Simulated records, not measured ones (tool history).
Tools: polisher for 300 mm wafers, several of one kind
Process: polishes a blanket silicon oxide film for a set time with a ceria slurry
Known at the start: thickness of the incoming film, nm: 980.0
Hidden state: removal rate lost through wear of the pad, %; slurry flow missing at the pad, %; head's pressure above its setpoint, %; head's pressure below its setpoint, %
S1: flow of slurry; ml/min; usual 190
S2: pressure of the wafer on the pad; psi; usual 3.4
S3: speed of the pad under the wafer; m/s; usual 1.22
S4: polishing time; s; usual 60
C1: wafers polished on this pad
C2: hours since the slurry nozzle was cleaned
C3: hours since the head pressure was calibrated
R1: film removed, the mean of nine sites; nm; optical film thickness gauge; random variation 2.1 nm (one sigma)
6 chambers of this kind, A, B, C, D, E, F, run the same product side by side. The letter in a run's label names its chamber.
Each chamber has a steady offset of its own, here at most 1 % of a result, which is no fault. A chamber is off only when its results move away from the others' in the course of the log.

run     day   S1   S2    S3  S4    C1     C2      C3      R1
      0.096  -- chamber A: slurry nozzle cleaned
 1B    0.35  190  3.4  1.22  60   361    466   840.8   284.9
      0.604  -- chamber F: slurry nozzle cleaned
      0.629  -- chamber D: worn pad replaced by a new one
 2D   0.662  190  3.4  1.22  60     6  496.9   214.6  281.07
 3C   0.988  190  3.4  1.22  60   535  244.8   667.4  283.53
 4F   1.275  190  3.4  1.22  60   854   16.2   193.3  280.21
      1.383  -- chamber C: worn pad replaced by a new one
 5A   1.504  190  3.4  1.22  60   729   33.8   935.5  284.25
 6E    1.75  190  3.4  1.22  60   350  132.4   633.2  283.16
      2.117  -- chamber B: worn pad replaced by a new one
 7D   2.121  145  3.4  1.22  60   286  531.9   249.6  270.37
 8A   2.558  145  3.4  1.22  60   931   59.1   960.8  269.66
      2.788  -- chamber A: worn pad replaced by a new one
      2.946  -- chamber F: worn pad replaced by a new one
 9C   2.983  145  3.4  1.22  60   307  292.7   715.3  271.49
10E   3.346  145  3.4  1.22  60   656  170.7   671.5  271.68
      3.492  -- chamber E: worn pad replaced by a new one
      3.571  -- chamber D: worn pad replaced by a new one
11F   3.754  145  3.4  1.22  60   155   75.7   252.8  268.91
      4.079  -- chamber C: worn pad replaced by a new one
12B   4.112  145  3.4  1.22  60   383  556.3   931.1  271.07
      4.371  -- chamber B: head pressure recalibrated
13F   4.467  190  3.4  1.22  60   292   92.8   269.9  283.98
14C   4.896  190  3.4  1.22  60   157  338.6   761.2  280.14
      5.038  -- chamber B: worn pad replaced by a new one
15B   5.238  190  3.4  1.22  60    38  583.3    20.8  287.38
16E   5.638  190  3.4  1.22  60   412  225.7   726.5  285.29
17D   5.846  225  3.4  1.22  60   436  621.3     339  287.19
      5.967  -- chamber D: worn pad replaced by a new one
18A   6.171  225  3.4  1.22  60   649  145.8  1047.5  289.21
19C   6.471  225  3.4  1.22  60   459  376.4     799  288.93
      6.588  -- chamber C: worn pad replaced by a new one
        6.7  -- chamber A: head pressure recalibrated
20D   6.817  225  3.4  1.22  60   163  644.6   362.3  285.52
21F   7.171  225  3.4  1.22  60   811  157.7   334.8   290.2
      7.392  -- chamber E: worn pad replaced by a new one
22E   7.392  225  3.4  1.22  60     0  267.8   768.6   294.3
23B   7.762  190  3.4  1.22  60   523  643.9    81.4  285.03
      7.942  -- chamber A: worn pad replaced by a new one
      7.975  -- chamber B: worn pad replaced by a new one
24A   8.188  190  3.4  1.22  60    47  194.2    35.7  312.82
      8.475  -- chamber C: slurry nozzle cleaned
      8.529  -- chamber D: worn pad replaced by a new one
25A   8.596  190  3.4  1.22  60   126    204    45.5  313.45
      8.754  -- chamber B: slurry nozzle cleaned
26C   8.933  190  3.4  0.84  45   450     11   858.1  146.69
27E   9.167  190  3.4  0.84  45   340  310.4   811.2   148.2
      9.342  -- chamber E: slurry nozzle cleaned
28B   9.383  190  3.4  0.84  45   270   15.1   120.3  145.62
29F   9.575  190  3.4  0.84  45  1272  215.4   392.5  144.03
      9.638  -- chamber C: worn pad replaced by a new one
30D   9.838  190  3.4  0.84  45   251  717.1   434.8  145.01
31C  10.092  190  3.4  0.84  45    87   38.8   885.9  143.93
32B  10.425  190  3.4  1.22  60   470   40.1   145.3  283.17
     10.454  -- chamber F: worn pad replaced by a new one
33F  10.617  190  3.4  1.22  60    31  240.4   417.5  279.28
     10.733  -- chamber E: worn pad replaced by a new one
34D  10.912  190  3.4  1.22  60   457  742.9   460.6  283.22
35E  11.225  190  3.4  0.94  60    95   45.3   860.6  219.09
     11.442  -- chamber D: worn pad replaced by a new one
36A  11.604  190  3.4  0.94  60   703  276.2   117.7  243.63
37D  11.796  190  3.4  0.94  60    68  764.1   481.8  216.42
38C  12.208  190  3.4  0.94  60   494   89.6   936.7  218.55
39F  12.425  190  3.4  0.94  60   378  283.8   460.9  217.92

What goes on in this fleet: one chamber off, a drifting gauge, or nothing beyond the chambers' own small offsets? Name the chamber and the cause, if any.

A service left chamber A off against the others.
Cause: head's pressure above its setpoint, % = 10.3.

Here are 4 candidates for chamber A's next run, each the usual settings with a change, their results left as question marks. Which one brings its results back in line with what the others give on the usual settings?
In line means no further than this from the other chambers' mean on the usual settings: R1 7.4 nm
40A-1  12.746  190  3.5  1.26  62               ?
40A-2  12.746  190  3.5  1.26  60               ?
40A-3  12.746  185  3.4   1.1  60               ?
40A-4  12.746  190  3.3   1.2  59               ?

The other chambers' mean on the usual settings: R1 282.98 nm
  run      R1
40A-1  343.17
40A-2   332.1
40A-3  281.06
40A-4   293.2
40A-3 brings the chamber back in line.
